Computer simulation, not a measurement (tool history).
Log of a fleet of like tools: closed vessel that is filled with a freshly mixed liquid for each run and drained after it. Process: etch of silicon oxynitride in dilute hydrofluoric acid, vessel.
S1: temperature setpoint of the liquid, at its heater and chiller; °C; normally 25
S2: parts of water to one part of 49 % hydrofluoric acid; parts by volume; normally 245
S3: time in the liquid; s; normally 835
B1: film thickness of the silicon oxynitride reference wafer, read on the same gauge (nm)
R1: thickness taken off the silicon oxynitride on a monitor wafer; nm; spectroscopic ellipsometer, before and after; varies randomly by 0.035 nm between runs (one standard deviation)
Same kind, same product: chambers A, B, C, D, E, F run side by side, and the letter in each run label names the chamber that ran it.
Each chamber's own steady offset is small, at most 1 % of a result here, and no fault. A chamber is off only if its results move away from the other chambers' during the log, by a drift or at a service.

{"run": "1D", "hour": 4.0, "S1": 25, "S2": 245, "S3": 835, "B1": 150, "R1": 10.168}
{"run": "2A", "hour": 7.9, "S1": 25, "S2": 245, "S3": 835, "B1": 149.99, "R1": 10.165}
{"run": "3B", "hour": 13.3, "S1": 25, "S2": 245, "S3": 835, "B1": 150.01, "R1": 10.219}
{"run": "4E", "hour": 18.5, "S1": 25, "S2": 245, "S3": 835, "B1": 150, "R1": 10.155}
{"run": "5C", "hour": 26.4, "S1": 25, "S2": 245, "S3": 835, "B1": 150, "R1": 10.051}
{"run": "6F", "hour": 30.3, "S1": 25, "S2": 245, "S3": 835, "B1": 149.99, "R1": 10.136}
{"run": "7A", "hour": 34.1, "S1": 25, "S2": 245, "S3": 835, "B1": 149.97, "R1": 10.197}
{"run": "8E", "hour": 39.7, "S1": 25, "S2": 245, "S3": 835, "B1": 149.98, "R1": 10.22}
{"run": "9B", "hour": 44.1, "S1": 23, "S2": 290, "S3": 835, "B1": 150, "R1": 7.5766}
{"run": "10C", "hour": 51.7, "S1": 23, "S2": 290, "S3": 835, "B1": 150.01, "R1": 7.6268}
{"run": "11D", "hour": 57.1, "S1": 23, "S2": 290, "S3": 835, "B1": 149.99, "R1": 7.6717}
{"run": "12F", "hour": 64.6, "S1": 23, "S2": 290, "S3": 835, "B1": 150.03, "R1": 7.5805}
{"run": "13C", "hour": 71.7, "S1": 23, "S2": 290, "S3": 835, "B1": 149.99, "R1": 7.5972}
{"run": "14E", "hour": 75.8, "S1": 23, "S2": 290, "S3": 835, "B1": 150.01, "R1": 7.6707}
{"run": "15D", "hour": 83.4, "S1": 25, "S2": 245, "S3": 835, "B1": 150.03, "R1": 10.244}
{"run": "16B", "hour": 89.0, "S1": 25, "S2": 245, "S3": 835, "B1": 149.98, "R1": 10.167}
{"run": "17F", "hour": 95.2, "S1": 25, "S2": 245, "S3": 835, "B1": 150.02, "R1": 10.092}
{"run": "18A", "hour": 100.1, "S1": 25, "S2": 245, "S3": 835, "B1": 149.99, "R1": 10.125}
{"run": "19B", "hour": 105.5, "S1": 25, "S2": 245, "S3": 835, "B1": 150.01, "R1": 10.239}
{"run": "20A", "hour": 111.3, "S1": 25, "S2": 245, "S3": 835, "B1": 150.01, "R1": 10.142}
{"run": "21F", "hour": 118.4, "S1": 25, "S2": 245, "S3": 835, "B1": 150, "R1": 10.077}
{"hour": 124.9, "done": "chamber C: thermometer replaced"}
{"run": "22D", "hour": 125.6, "S1": 25, "S2": 245, "S3": 835, "B1": 150.01, "R1": 10.175}
{"run": "23C", "hour": 132.0, "S1": 25, "S2": 245, "S3": 835, "B1": 149.97, "R1": 10.223}
{"run": "24E", "hour": 136.0, "S1": 25, "S2": 245, "S3": 835, "B1": 149.98, "R1": 10.227}
{"run": "25C", "hour": 139.8, "S1": 25, "S2": 245, "S3": 835, "B1": 149.99, "R1": 10.232}
{"run": "26B", "hour": 145.7, "S1": 25, "S2": 245, "S3": 835, "B1": 149.99, "R1": 10.135}
{"run": "27D", "hour": 153.2, "S1": 25, "S2": 245, "S3": 835, "B1": 150, "R1": 10.178}
{"hour": 155.2, "done": "chamber E: hydrofluoric acid flow meter replaced"}
{"run": "28A", "hour": 159.6, "S1": 25, "S2": 245, "S3": 835, "B1": 149.99, "R1": 10.137}
{"run": "29E", "hour": 165.1, "S1": 25, "S2": 245, "S3": 835, "B1": 149.98, "R1": 10.19}
{"run": "30F", "hour": 169.3, "S1": 25, "S2": 140, "S3": 1125, "B1": 150.01, "R1": 25.807}
{"hour": 172.0, "done": "chamber E: thermometer replaced"}
{"run": "31B", "hour": 175.1, "S1": 25, "S2": 140, "S3": 1125, "B1": 149.99, "R1": 26.468}
{"run": "32C", "hour": 182.8, "S1": 25, "S2": 140, "S3": 1125, "B1": 150.02, "R1": 26.54}
{"run": "33D", "hour": 188.1, "S1": 25, "S2": 140, "S3": 1125, "B1": 150, "R1": 25.93}
{"run": "34A", "hour": 193.2, "S1": 25, "S2": 140, "S3": 1125, "B1": 149.99, "R1": 26.093}
{"run": "35F", "hour": 198.1, "S1": 25, "S2": 140, "S3": 1125, "B1": 150, "R1": 25.792}
{"run": "36E", "hour": 203.6, "S1": 25, "S2": 245, "S3": 835, "B1": 150.02, "R1": 10.131}
{"run": "37F", "hour": 211.6, "S1": 25, "S2": 245, "S3": 835, "B1": 149.99, "R1": 10.155}
{"run": "38D", "hour": 218.4, "S1": 29, "S2": 350, "S3": 835, "B1": 150.01, "R1": 7.7886}
{"run": "39A", "hour": 223.6, "S1": 29, "S2": 350, "S3": 835, "B1": 150.01, "R1": 7.7077}
{"run": "40C", "hour": 227.5, "S1": 29, "S2": 350, "S3": 835, "B1": 150, "R1": 7.9232}
{"run": "41E", "hour": 233.1, "S1": 29, "S2": 350, "S3": 835, "B1": 150.01, "R1": 7.8115}
{"run": "42B", "hour": 237.5, "S1": 29, "S2": 350, "S3": 835, "B1": 150.01, "R1": 7.7382}

Is one chamber out of step, is the gauge drifting, or do the chambers differ by no more than their own small offsets? For an off chamber, give its letter and the likeliest cause.

Chamber C drifts away from the others.
What lies behind it: hydrofluoric acid flow above the setpoint (%) = 2.98.

Which of the 4 candidates below, each the usual settings with something changed and its results left as question marks, puts chamber C back in line with what the other chambers give on the usual settings?
In-line tolerance around the mean of the other chambers on the usual settings: R1 0.12 nm
{"run": "43C-1", "hour": 243.3, "S1": 25, "S2": 245, "S3": 815, "R1": "?"}
{"run": "43C-2", "hour": 243.3, "S1": 25, "S2": 250, "S3": 815, "R1": "?"}
{"run": "43C-3", "hour": 243.3, "S1": 26, "S2": 245, "S3": 835, "R1": "?"}
{"run": "43C-4", "hour": 243.3, "S1": 25.5, "S2": 245, "S3": 835, "R1": "?"}

Usual-settings mean across the other chambers: R1 10.16 nm
run=43C-1 R1=10.167
run=43C-2 R1=9.924
run=43C-3 R1=10.874
run=43C-4 R1=10.643
With 43C-1, the chamber falls back in line with the rest.
